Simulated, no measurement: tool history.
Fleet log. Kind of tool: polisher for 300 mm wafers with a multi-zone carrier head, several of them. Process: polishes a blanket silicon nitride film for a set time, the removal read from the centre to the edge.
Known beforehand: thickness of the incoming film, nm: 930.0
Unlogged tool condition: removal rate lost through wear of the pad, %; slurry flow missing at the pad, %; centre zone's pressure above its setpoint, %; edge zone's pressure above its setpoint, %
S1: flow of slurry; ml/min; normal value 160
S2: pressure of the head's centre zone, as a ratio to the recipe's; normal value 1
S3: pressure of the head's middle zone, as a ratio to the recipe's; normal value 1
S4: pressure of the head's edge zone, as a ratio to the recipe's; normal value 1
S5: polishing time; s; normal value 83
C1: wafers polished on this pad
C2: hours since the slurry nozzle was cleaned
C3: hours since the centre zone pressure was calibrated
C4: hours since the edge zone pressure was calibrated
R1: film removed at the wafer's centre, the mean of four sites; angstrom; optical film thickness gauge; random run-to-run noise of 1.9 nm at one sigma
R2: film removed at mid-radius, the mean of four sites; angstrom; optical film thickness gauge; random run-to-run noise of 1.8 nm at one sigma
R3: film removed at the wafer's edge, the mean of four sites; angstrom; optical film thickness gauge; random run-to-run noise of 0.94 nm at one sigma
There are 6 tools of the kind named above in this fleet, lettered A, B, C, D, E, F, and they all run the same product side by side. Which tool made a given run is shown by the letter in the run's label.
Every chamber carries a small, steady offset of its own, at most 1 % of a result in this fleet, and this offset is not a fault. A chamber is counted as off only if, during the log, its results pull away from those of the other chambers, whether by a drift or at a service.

{"run": "1D", "hour": 8.3, "S1": 160, "S2": 1, "S3": 1, "S4": 1, "S5": 83, "C1": 981, "C2": 310.6, "C3": 35.9, "C4": 1079.3, "R1": 1367.4, "R2": 1360.1, "R3": 1367.1}
{"hour": 10.1, "done": "chamber B: worn pad replaced by a new one"}
{"run": "2F", "hour": 17.1, "S1": 160, "S2": 1, "S3": 1, "S4": 1, "S5": 83, "C1": 562, "C2": 28.4, "C3": 77.4, "C4": 262.3, "R1": 1367.4, "R2": 1401.4, "R3": 1372}
{"run": "3A", "hour": 26.9, "S1": 160, "S2": 1, "S3": 1, "S4": 1, "S5": 83, "C1": 314, "C2": 231.8, "C3": 67.7, "C4": 702, "R1": 1365.7, "R2": 1362.2, "R3": 1377.2}
{"hour": 27.0, "done": "chamber D: worn pad replaced by a new one"}
{"run": "4E", "hour": 35.0, "S1": 160, "S2": 1, "S3": 1, "S4": 1, "S5": 83, "C1": 510, "C2": 75.4, "C3": 594.7, "C4": 1125.7, "R1": 1366.3, "R2": 1375.4, "R3": 1365.2}
{"run": "5C", "hour": 41.6, "S1": 130, "S2": 0.94, "S3": 1, "S4": 1, "S5": 83, "C1": 342, "C2": 87.2, "C3": 526.4, "C4": 707.8, "R1": 1204.7, "R2": 1306.8, "R3": 1335.3}
{"run": "6B", "hour": 49.7, "S1": 130, "S2": 0.94, "S3": 1, "S4": 1, "S5": 83, "C1": 308, "C2": 451.5, "C3": 611.3, "C4": 274.4, "R1": 1200, "R2": 1278.1, "R3": 1322.4}
{"hour": 52.1, "done": "chamber E: worn pad replaced by a new one"}
{"run": "7E", "hour": 57.2, "S1": 130, "S2": 0.94, "S3": 1, "S4": 1, "S5": 83, "C1": 40, "C2": 97.6, "C3": 616.9, "C4": 1147.9, "R1": 1200.7, "R2": 1322.2, "R3": 1310}
{"run": "8C", "hour": 62.6, "S1": 130, "S2": 0.94, "S3": 1, "S4": 1, "S5": 83, "C1": 506, "C2": 108.2, "C3": 547.4, "C4": 728.8, "R1": 1221.2, "R2": 1315.5, "R3": 1336.6}
{"run": "9B", "hour": 68.6, "S1": 130, "S2": 0.94, "S3": 1, "S4": 1, "S5": 83, "C1": 456, "C2": 470.4, "C3": 630.2, "C4": 293.3, "R1": 1201.6, "R2": 1319.5, "R3": 1332}
{"hour": 68.7, "done": "chamber E: edge zone pressure recalibrated"}
{"hour": 74.1, "done": "chamber A: worn pad replaced by a new one"}
{"run": "10A", "hour": 74.9, "S1": 130, "S2": 0.94, "S3": 1, "S4": 1, "S5": 83, "C1": 6, "C2": 279.8, "C3": 115.7, "C4": 750, "R1": 1211.7, "R2": 1258.2, "R3": 1309.6}
{"hour": 76.4, "done": "chamber F: worn pad replaced by a new one"}
{"hour": 78.1, "done": "chamber C: edge zone pressure recalibrated"}
{"hour": 79.3, "done": "chamber A: slurry nozzle cleaned"}
{"run": "11D", "hour": 83.0, "S1": 160, "S2": 1, "S3": 1, "S4": 1, "S5": 83, "C1": 436, "C2": 385.3, "C3": 110.6, "C4": 1154, "R1": 1399.7, "R2": 1339.2, "R3": 1379.8}
{"run": "12F", "hour": 90.6, "S1": 160, "S2": 1, "S3": 1, "S4": 1, "S5": 83, "C1": 110, "C2": 101.9, "C3": 150.9, "C4": 335.8, "R1": 1375.9, "R2": 1350.5, "R3": 1364.3}
{"hour": 97.0, "done": "chamber C: centre zone pressure recalibrated"}
{"run": "13C", "hour": 100.1, "S1": 160, "S2": 1, "S3": 1, "S4": 1, "S5": 83, "C1": 798, "C2": 145.7, "C3": 3.2, "C4": 22.1, "R1": 1510.9, "R2": 1367.5, "R3": 1372.1}
{"run": "14D", "hour": 105.2, "S1": 160, "S2": 1, "S3": 1, "S4": 1, "S5": 83, "C1": 609, "C2": 407.5, "C3": 132.8, "C4": 1176.2, "R1": 1349.1, "R2": 1346.2, "R3": 1368.6}
{"run": "15F", "hour": 114.0, "S1": 160, "S2": 1, "S3": 1, "S4": 1, "S5": 83, "C1": 293, "C2": 125.3, "C3": 174.3, "C4": 359.2, "R1": 1350.6, "R2": 1366.3, "R3": 1384.3}
{"run": "16E", "hour": 118.6, "S1": 160, "S2": 1, "S3": 1, "S4": 1, "S5": 83, "C1": 519, "C2": 159, "C3": 678.3, "C4": 49.9, "R1": 1361.4, "R2": 1383.8, "R3": 1355.4}
{"run": "17B", "hour": 124.5, "S1": 160, "S2": 1, "S3": 1, "S4": 1, "S5": 83, "C1": 891, "C2": 526.3, "C3": 686.1, "C4": 349.2, "R1": 1333.4, "R2": 1347.2, "R3": 1350.5}
{"hour": 126.5, "done": "chamber D: slurry nozzle cleaned"}
{"run": "18A", "hour": 129.2, "S1": 160, "S2": 1, "S3": 1, "S4": 1, "S5": 83, "C1": 430, "C2": 49.9, "C3": 170, "C4": 804.3, "R1": 1395.6, "R2": 1364.8, "R3": 1364.8}
{"run": "19D", "hour": 137.6, "S1": 160, "S2": 1, "S3": 1, "S4": 1, "S5": 83, "C1": 862, "C2": 11.1, "C3": 165.2, "C4": 1208.6, "R1": 1350.9, "R2": 1337.3, "R3": 1377.3}
{"hour": 138.0, "done": "chamber E: worn pad replaced by a new one"}
{"run": "20A", "hour": 142.4, "S1": 160, "S2": 1, "S3": 1, "S4": 1, "S5": 83, "C1": 533, "C2": 63.1, "C3": 183.2, "C4": 817.5, "R1": 1365.4, "R2": 1326.9, "R3": 1392.6}
{"run": "21F", "hour": 146.9, "S1": 160, "S2": 1, "S3": 1, "S4": 1, "S5": 83, "C1": 549, "C2": 158.2, "C3": 207.2, "C4": 392.1, "R1": 1365.9, "R2": 1356.8, "R3": 1369.1}
{"hour": 148.9, "done": "chamber B: worn pad replaced by a new one"}
{"run": "22C", "hour": 153.3, "S1": 160, "S2": 1, "S3": 1, "S4": 1, "S5": 83, "C1": 1213, "C2": 198.9, "C3": 56.4, "C4": 75.3, "R1": 1527.1, "R2": 1337.9, "R3": 1371.9}
{"hour": 156.4, "done": "chamber C: worn pad replaced by a new one"}
{"hour": 159.1, "done": "chamber D: worn pad replaced by a new one"}
{"run": "23E", "hour": 162.1, "S1": 160, "S2": 1, "S3": 1, "S4": 1, "S5": 83, "C1": 187, "C2": 202.5, "C3": 721.8, "C4": 93.4, "R1": 1352.1, "R2": 1366.8, "R3": 1369.2}
{"hour": 167.4, "done": "chamber A: worn pad replaced by a new one"}
{"run": "24B", "hour": 172.5, "S1": 160, "S2": 1, "S3": 1, "S4": 1, "S5": 83, "C1": 184, "C2": 574.3, "C3": 734.1, "C4": 397.2, "R1": 1322.1, "R2": 1365.5, "R3": 1365.3}
{"run": "25E", "hour": 180.8, "S1": 160, "S2": 1, "S3": 1, "S4": 1, "S5": 83, "C1": 333, "C2": 221.2, "C3": 740.5, "C4": 112.1, "R1": 1347, "R2": 1363.9, "R3": 1386.3}
{"run": "26A", "hour": 185.9, "S1": 160, "S2": 1, "S3": 1, "S4": 1, "S5": 83, "C1": 144, "C2": 106.6, "C3": 226.7, "C4": 861, "R1": 1363, "R2": 1351.6, "R3": 1376}
{"run": "27C", "hour": 193.9, "S1": 160, "S2": 1, "S3": 1, "S4": 1, "S5": 83, "C1": 292, "C2": 239.5, "C3": 97, "C4": 115.9, "R1": 1512.6, "R2": 1372.7, "R3": 1364.7}
{"run": "28F", "hour": 204.3, "S1": 110, "S2": 1, "S3": 1, "S4": 1, "S5": 83, "C1": 997, "C2": 215.6, "C3": 264.6, "C4": 449.5, "R1": 1237.2, "R2": 1259.4, "R3": 1311.8}
{"hour": 212.5, "done": "chamber F: worn pad replaced by a new one"}
{"run": "29B", "hour": 212.8, "S1": 110, "S2": 1, "S3": 1, "S4": 1, "S5": 83, "C1": 498, "C2": 614.6, "C3": 774.4, "C4": 437.5, "R1": 1240.6, "R2": 1283.6, "R3": 1284.1}
{"run": "30D", "hour": 220.4, "S1": 110, "S2": 1, "S3": 1, "S4": 1, "S5": 83, "C1": 478, "C2": 93.9, "C3": 248, "C4": 1291.4, "R1": 1260.3, "R2": 1264.1, "R3": 1306.8}
{"run": "31C", "hour": 230.2, "S1": 110, "S2": 1, "S3": 1, "S4": 1, "S5": 83, "C1": 575, "C2": 275.8, "C3": 133.3, "C4": 152.2, "R1": 1364, "R2": 1262.3, "R3": 1285.5}
{"run": "32F", "hour": 237.7, "S1": 110, "S2": 1, "S3": 1, "S4": 1, "S5": 83, "C1": 196, "C2": 249, "C3": 298, "C4": 482.9, "R1": 1230.4, "R2": 1286.2, "R3": 1299.6}
{"hour": 241.0, "done": "chamber E: worn pad replaced by a new one"}
{"run": "33E", "hour": 243.6, "S1": 110, "S2": 1, "S3": 1, "S4": 1, "S5": 83, "C1": 20, "C2": 284, "C3": 803.3, "C4": 174.9, "R1": 1225.1, "R2": 1277.8, "R3": 1279.6}
{"hour": 248.1, "done": "chamber A: worn pad replaced by a new one"}
{"run": "34A", "hour": 253.0, "S1": 160, "S2": 1, "S3": 1, "S4": 1, "S5": 83, "C1": 38, "C2": 173.7, "C3": 293.8, "C4": 928.1, "R1": 1381.3, "R2": 1341.4, "R3": 1371}
{"run": "35B", "hour": 258.7, "S1": 160, "S2": 1, "S3": 1, "S4": 1, "S5": 83, "C1": 856, "C2": 660.5, "C3": 820.3, "C4": 483.4, "R1": 1337.8, "R2": 1354.8, "R3": 1369.3}
{"run": "36D", "hour": 267.8, "S1": 160, "S2": 1, "S3": 1, "S4": 1, "S5": 83, "C1": 848, "C2": 141.3, "C3": 295.4, "C4": 1338.8, "R1": 1360.9, "R2": 1362.5, "R3": 1371}
{"hour": 275.6, "done": "chamber B: worn pad replaced by a new one"}
{"run": "37B", "hour": 276.2, "S1": 160, "S2": 1.06, "S3": 1, "S4": 1, "S5": 83, "C1": 4, "C2": 678, "C3": 837.8, "C4": 500.9, "R1": 1417.8, "R2": 1316, "R3": 1366.1}

All chambers now run identical settings, listed one chamber a line with results as question marks. What results will each chamber show?
{"run": "38A", "hour": 283.7, "S1": 160, "S2": 1, "S3": 1, "S4": 1, "S5": 102, "R1": "?", "R2": "?", "R3": "?"}
{"run": "38B", "hour": 283.7, "S1": 160, "S2": 1, "S3": 1, "S4": 1, "S5": 102, "R1": "?", "R2": "?", "R3": "?"}
{"run": "38C", "hour": 283.7, "S1": 160, "S2": 1, "S3": 1, "S4": 1, "S5": 102, "R1": "?", "R2": "?", "R3": "?"}
{"run": "38D", "hour": 283.7, "S1": 160, "S2": 1, "S3": 1, "S4": 1, "S5": 102, "R1": "?", "R2": "?", "R3": "?"}
{"run": "38E", "hour": 283.7, "S1": 160, "S2": 1, "S3": 1, "S4": 1, "S5": 102, "R1": "?", "R2": "?", "R3": "?"}
{"run": "38F", "hour": 283.7, "S1": 160, "S2": 1, "S3": 1, "S4": 1, "S5": 102, "R1": "?", "R2": "?", "R3": "?"}

run=38A R1=1688.2 R2=1636.4 R3=1690.6
run=38B R1=1650.2 R2=1685.2 R3=1670.5
run=38C R1=1894.5 R2=1658.6 R3=1693.6
run=38D R1=1633.8 R2=1626.3 R3=1690.3
run=38E R1=1665.6 R2=1647.3 R3=1700.4
run=38F R1=1695.2 R2=1673.4 R3=1671.3
